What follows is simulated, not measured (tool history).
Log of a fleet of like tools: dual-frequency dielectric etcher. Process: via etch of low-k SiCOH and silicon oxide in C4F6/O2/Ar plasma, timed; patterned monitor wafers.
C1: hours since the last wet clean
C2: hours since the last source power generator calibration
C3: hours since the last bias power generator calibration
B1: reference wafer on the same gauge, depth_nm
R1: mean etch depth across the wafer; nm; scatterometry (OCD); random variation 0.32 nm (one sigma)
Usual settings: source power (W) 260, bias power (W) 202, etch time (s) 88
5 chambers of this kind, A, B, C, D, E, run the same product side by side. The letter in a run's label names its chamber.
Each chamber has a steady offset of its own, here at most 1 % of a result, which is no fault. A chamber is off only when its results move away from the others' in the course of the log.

{"run": "1E", "day": 0.083, "source power (W)": 260, "bias power (W)": 202, "etch time (s)": 88, "C1": 295.2, "C2": 1375.3, "C3": 413.9, "B1": 205.94, "R1": 216.49}
{"run": "2A", "day": 0.242, "source power (W)": 260, "bias power (W)": 202, "etch time (s)": 88, "C1": 340.4, "C2": 519.0, "C3": 1011.7, "B1": 205.92, "R1": 215.55}
{"run": "3B", "day": 0.358, "source power (W)": 260, "bias power (W)": 202, "etch time (s)": 88, "C1": 530.6, "C2": 2837.5, "C3": 3377.8, "B1": 205.81, "R1": 216.16}
{"run": "4D", "day": 0.508, "source power (W)": 260, "bias power (W)": 202, "etch time (s)": 88, "C1": 236.9, "C2": 2352.9, "C3": 3411.6, "B1": 205.91, "R1": 217.54}
{"run": "5C", "day": 0.65, "source power (W)": 260, "bias power (W)": 202, "etch time (s)": 88, "C1": 122.4, "C2": 432.6, "C3": 2560.4, "B1": 205.84, "R1": 216.56}
{"run": "6A", "day": 0.804, "source power (W)": 260, "bias power (W)": 202, "etch time (s)": 88, "C1": 353.9, "C2": 532.5, "C3": 1025.2, "B1": 205.86, "R1": 215.54}
{"run": "7E", "day": 0.933, "source power (W)": 260, "bias power (W)": 202, "etch time (s)": 88, "C1": 315.6, "C2": 1395.7, "C3": 434.3, "B1": 205.81, "R1": 215.61}
{"run": "8C", "day": 1.092, "source power (W)": 260, "bias power (W)": 202, "etch time (s)": 88, "C1": 133.0, "C2": 443.2, "C3": 2571.0, "B1": 205.71, "R1": 217.08}
{"run": "9D", "day": 1.196, "source power (W)": 260, "bias power (W)": 202, "etch time (s)": 88, "C1": 253.4, "C2": 2369.4, "C3": 3428.1, "B1": 205.7, "R1": 216.97}
{"run": "10B", "day": 1.342, "source power (W)": 260, "bias power (W)": 202, "etch time (s)": 88, "C1": 554.2, "C2": 2861.1, "C3": 3401.4, "B1": 205.61, "R1": 215.64}
{"run": "11B", "day": 1.429, "source power (W)": 260, "bias power (W)": 202, "etch time (s)": 88, "C1": 556.3, "C2": 2863.2, "C3": 3403.5, "B1": 205.63, "R1": 216.01}
{"day": 1.45, "done": "chamber E: wet clean of the chamber"}
{"run": "12D", "day": 1.588, "source power (W)": 260, "bias power (W)": 202, "etch time (s)": 88, "C1": 262.8, "C2": 2378.8, "C3": 3437.5, "B1": 205.58, "R1": 217.42}
{"day": 1.679, "done": "chamber B: bias power generator calibrated"}
{"run": "13E", "day": 1.725, "source power (W)": 260, "bias power (W)": 202, "etch time (s)": 88, "C1": 6.6, "C2": 1414.7, "C3": 453.3, "B1": 205.54, "R1": 215.66}
{"run": "14A", "day": 1.812, "source power (W)": 260, "bias power (W)": 202, "etch time (s)": 88, "C1": 378.1, "C2": 556.7, "C3": 1049.4, "B1": 205.55, "R1": 215.64}
{"run": "15C", "day": 1.988, "source power (W)": 260, "bias power (W)": 202, "etch time (s)": 88, "C1": 154.5, "C2": 464.7, "C3": 2592.5, "B1": 205.53, "R1": 217.19}
{"run": "16A", "day": 2.104, "source power (W)": 260, "bias power (W)": 202, "etch time (s)": 88, "C1": 385.1, "C2": 563.7, "C3": 1056.4, "B1": 205.48, "R1": 215.63}
{"run": "17B", "day": 2.212, "source power (W)": 260, "bias power (W)": 202, "etch time (s)": 88, "C1": 575.1, "C2": 2882.0, "C3": 12.8, "B1": 205.45, "R1": 215.32}
{"day": 2.304, "done": "chamber B: wet clean of the chamber"}
{"run": "18E", "day": 2.379, "source power (W)": 210, "bias power (W)": 171, "etch time (s)": 88, "C1": 22.3, "C2": 1430.4, "C3": 469.0, "B1": 205.39, "R1": 187.92}
{"run": "19C", "day": 2.538, "source power (W)": 210, "bias power (W)": 171, "etch time (s)": 88, "C1": 167.7, "C2": 477.9, "C3": 2605.7, "B1": 205.29, "R1": 188.92}
{"run": "20D", "day": 2.65, "source power (W)": 210, "bias power (W)": 171, "etch time (s)": 88, "C1": 288.3, "C2": 2404.3, "C3": 3463.0, "B1": 205.36, "R1": 189.82}
{"run": "21E", "day": 2.812, "source power (W)": 210, "bias power (W)": 171, "etch time (s)": 88, "C1": 32.7, "C2": 1440.8, "C3": 479.4, "B1": 205.25, "R1": 187.8}
{"run": "22A", "day": 2.888, "source power (W)": 210, "bias power (W)": 171, "etch time (s)": 88, "C1": 403.9, "C2": 582.5, "C3": 1075.2, "B1": 205.34, "R1": 187.34}
{"run": "23B", "day": 3.046, "source power (W)": 260, "bias power (W)": 202, "etch time (s)": 88, "C1": 17.8, "C2": 2902.0, "C3": 32.8, "B1": 205.21, "R1": 215.23}
{"run": "24C", "day": 3.175, "source power (W)": 260, "bias power (W)": 202, "etch time (s)": 88, "C1": 183.0, "C2": 493.2, "C3": 2621.0, "B1": 205.29, "R1": 215.99}
{"run": "25D", "day": 3.304, "source power (W)": 260, "bias power (W)": 202, "etch time (s)": 88, "C1": 304.0, "C2": 2420.0, "C3": 3478.7, "B1": 205.18, "R1": 217.07}
{"run": "26B", "day": 3.392, "source power (W)": 260, "bias power (W)": 202, "etch time (s)": 88, "C1": 26.1, "C2": 2910.3, "C3": 41.1, "B1": 205.18, "R1": 215.38}
{"run": "27C", "day": 3.558, "source power (W)": 260, "bias power (W)": 202, "etch time (s)": 88, "C1": 192.2, "C2": 502.4, "C3": 2630.2, "B1": 205.15, "R1": 216.2}
{"run": "28D", "day": 3.675, "source power (W)": 260, "bias power (W)": 202, "etch time (s)": 88, "C1": 312.9, "C2": 2428.9, "C3": 3487.6, "B1": 205.09, "R1": 216.42}
{"run": "29A", "day": 3.833, "source power (W)": 260, "bias power (W)": 202, "etch time (s)": 88, "C1": 426.6, "C2": 605.2, "C3": 1097.9, "B1": 205.08, "R1": 215.34}
{"run": "30E", "day": 4.004, "source power (W)": 230, "bias power (W)": 202, "etch time (s)": 88, "C1": 61.3, "C2": 1469.4, "C3": 508.0, "B1": 204.97, "R1": 205.89}
{"run": "31C", "day": 4.133, "source power (W)": 230, "bias power (W)": 202, "etch time (s)": 88, "C1": 206.0, "C2": 516.2, "C3": 2644.0, "B1": 205.02, "R1": 206.41}
{"run": "32E", "day": 4.233, "source power (W)": 230, "bias power (W)": 202, "etch time (s)": 88, "C1": 66.8, "C2": 1474.9, "C3": 513.5, "B1": 204.92, "R1": 205.61}
{"run": "33A", "day": 4.383, "source power (W)": 230, "bias power (W)": 202, "etch time (s)": 88, "C1": 439.8, "C2": 618.4, "C3": 1111.1, "B1": 204.91, "R1": 204.97}
{"run": "34D", "day": 4.512, "source power (W)": 230, "bias power (W)": 202, "etch time (s)": 88, "C1": 333.0, "C2": 2449.0, "C3": 3507.7, "B1": 204.94, "R1": 207.11}
{"run": "35B", "day": 4.625, "source power (W)": 260, "bias power (W)": 202, "etch time (s)": 88, "C1": 55.7, "C2": 2939.9, "C3": 70.7, "B1": 204.86, "R1": 214.57}
{"run": "36A", "day": 4.775, "source power (W)": 260, "bias power (W)": 202, "etch time (s)": 88, "C1": 449.2, "C2": 627.8, "C3": 1120.5, "B1": 204.8, "R1": 214.81}
{"run": "37B", "day": 4.925, "source power (W)": 260, "bias power (W)": 202, "etch time (s)": 88, "C1": 62.9, "C2": 2947.1, "C3": 77.9, "B1": 204.73, "R1": 215.29}

What goes on in this fleet: one chamber off, a drifting gauge, or nothing beyond the chambers' own small offsets? Name the chamber and the cause, if any.

The gauge drifts, so all chambers seem to drift together. No chamber is off.
Cause: gauge reads low (%) = 0.603.
